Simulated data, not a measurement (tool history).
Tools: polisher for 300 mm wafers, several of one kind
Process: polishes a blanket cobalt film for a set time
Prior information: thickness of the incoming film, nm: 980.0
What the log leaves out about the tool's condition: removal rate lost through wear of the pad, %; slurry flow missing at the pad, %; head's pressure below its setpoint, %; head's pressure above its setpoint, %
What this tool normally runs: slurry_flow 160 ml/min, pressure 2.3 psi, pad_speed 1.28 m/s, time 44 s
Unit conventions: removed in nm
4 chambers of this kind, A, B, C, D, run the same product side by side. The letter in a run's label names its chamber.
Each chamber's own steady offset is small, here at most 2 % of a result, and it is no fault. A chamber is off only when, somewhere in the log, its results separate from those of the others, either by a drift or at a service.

| run | hour | slurry_flow | pressure | pad_speed | time | wafers polished on this pad | hours since the slurry nozzle was cleaned | hours since the head pressure was calibrated | removed |
|---|---|---|---|---|---|---|---|---|---|
|  | 1.5 | chamber C: worn pad replaced by a new one |
| 1B | 3.8 | 160 | 2.3 | 1.28 | 44 | 63 | 701.8 | 641.4 | 383.62 |
| 2C | 6.9 | 160 | 2.3 | 1.28 | 44 | 53 | 372.3 | 831.8 | 374.21 |
| 3D | 9.6 | 160 | 2.3 | 1.28 | 44 | 614 | 214 | 505.7 | 374.23 |
| 4A | 12.4 | 160 | 2.3 | 1.28 | 44 | 400 | 53.3 | 991 | 374.93 |
| 5D | 17.2 | 160 | 2.3 | 1.28 | 44 | 689 | 221.6 | 513.3 | 376.06 |
|  | 18.2 | chamber B: head pressure recalibrated |
| 6B | 21.1 | 160 | 2.3 | 1.28 | 44 | 233 | 719.1 | 3 | 376.75 |
| 7C | 25.6 | 160 | 2.3 | 1.28 | 44 | 236 | 391 | 850.5 | 379.01 |
| 8A | 28.2 | 160 | 2.3 | 1.28 | 44 | 554 | 69.1 | 1006.8 | 375.74 |
| 9B | 31.9 | 160 | 2.3 | 1.28 | 44 | 338 | 729.9 | 13.8 | 379.2 |
| 10C | 35 | 160 | 2.3 | 1.1 | 53 | 328 | 400.4 | 859.9 | 392.45 |
| 11A | 38.3 | 160 | 2.3 | 1.1 | 53 | 653 | 79.2 | 1016.9 | 394.47 |
| 12D | 40.6 | 160 | 2.3 | 1.1 | 53 | 918 | 245 | 536.7 | 380.14 |
| 13D | 44.7 | 160 | 2.3 | 1.1 | 53 | 958 | 249.1 | 540.8 | 393.81 |
| 14C | 47.2 | 160 | 2.3 | 1.28 | 44 | 447 | 412.6 | 872.1 | 373.22 |
| 15B | 51.3 | 160 | 2.3 | 1.28 | 44 | 528 | 749.3 | 33.2 | 383.15 |
|  | 53.4 | chamber C: head pressure recalibrated |
| 16A | 55.3 | 160 | 2.3 | 1.28 | 44 | 819 | 96.2 | 1033.9 | 374.82 |
| 17C | 59.1 | 160 | 2.3 | 1.28 | 44 | 564 | 424.5 | 5.8 | 420.89 |
| 18A | 61.5 | 160 | 2.3 | 1.28 | 44 | 880 | 102.4 | 1040.1 | 368.94 |
|  | 63.3 | chamber A: worn pad replaced by a new one |
| 19B | 65.1 | 160 | 2.3 | 1.28 | 44 | 663 | 763.1 | 47 | 380.71 |
| 20D | 69.1 | 160 | 1.7 | 1.28 | 44 | 1197 | 273.5 | 565.2 | 278.2 |
|  | 71.5 | chamber C: worn pad replaced by a new one |
| 21A | 72.2 | 160 | 1.7 | 1.28 | 44 | 87 | 113.1 | 1050.8 | 274.08 |
| 22D | 75.1 | 160 | 1.7 | 1.28 | 44 | 1255 | 279.5 | 571.2 | 273.75 |
|  | 77.7 | chamber D: worn pad replaced by a new one |
| 23C | 79.6 | 160 | 1.7 | 1.28 | 44 | 79 | 445 | 26.3 | 314.82 |
| 24B | 82.4 | 160 | 2.3 | 1.28 | 44 | 832 | 780.4 | 64.3 | 382.12 |
| 25B | 85.8 | 160 | 2.3 | 1.28 | 44 | 866 | 783.8 | 67.7 | 385.48 |
| 26D | 89.9 | 160 | 2.3 | 1.28 | 44 | 119 | 294.3 | 586 | 373.66 |
| 27C | 92.9 | 160 | 2.3 | 1.28 | 44 | 209 | 458.3 | 39.6 | 413.54 |
| 28A | 96.5 | 130 | 2.3 | 1.46 | 44 | 325 | 137.4 | 1075.1 | 423.33 |
| 29A | 100.6 | 130 | 2.3 | 1.46 | 44 | 365 | 141.5 | 1079.2 | 413.2 |
| 30D | 102.9 | 130 | 2.3 | 1.46 | 44 | 246 | 307.3 | 599 | 418.19 |
| 31B | 106 | 130 | 2.3 | 1.46 | 44 | 1063 | 804 | 87.9 | 411.39 |
| 32C | 108.7 | 160 | 2.3 | 1.28 | 44 | 364 | 474.1 | 55.4 | 413.59 |
| 33D | 111.1 | 160 | 2.3 | 1.28 | 44 | 327 | 315.5 | 607.2 | 368.29 |
| 34C | 113.9 | 160 | 2.3 | 1.28 | 44 | 415 | 479.3 | 60.6 | 416.18 |

All chambers now run identical settings, listed one chamber a line with results as question marks. What results will each chamber show?
| 35A | 117.3 | 160 | 2.3 | 1.28 | 44 |  |  |  | ? |
| 35B | 117.3 | 160 | 2.3 | 1.28 | 44 |  |  |  | ? |
| 35C | 117.3 | 160 | 2.3 | 1.28 | 44 |  |  |  | ? |
| 35D | 117.3 | 160 | 2.3 | 1.28 | 44 |  |  |  | ? |

| run | removed |
|---|---|
| 35A | 380.88 |
| 35B | 381.02 |
| 35C | 420.61 |
| 35D | 376.82 |
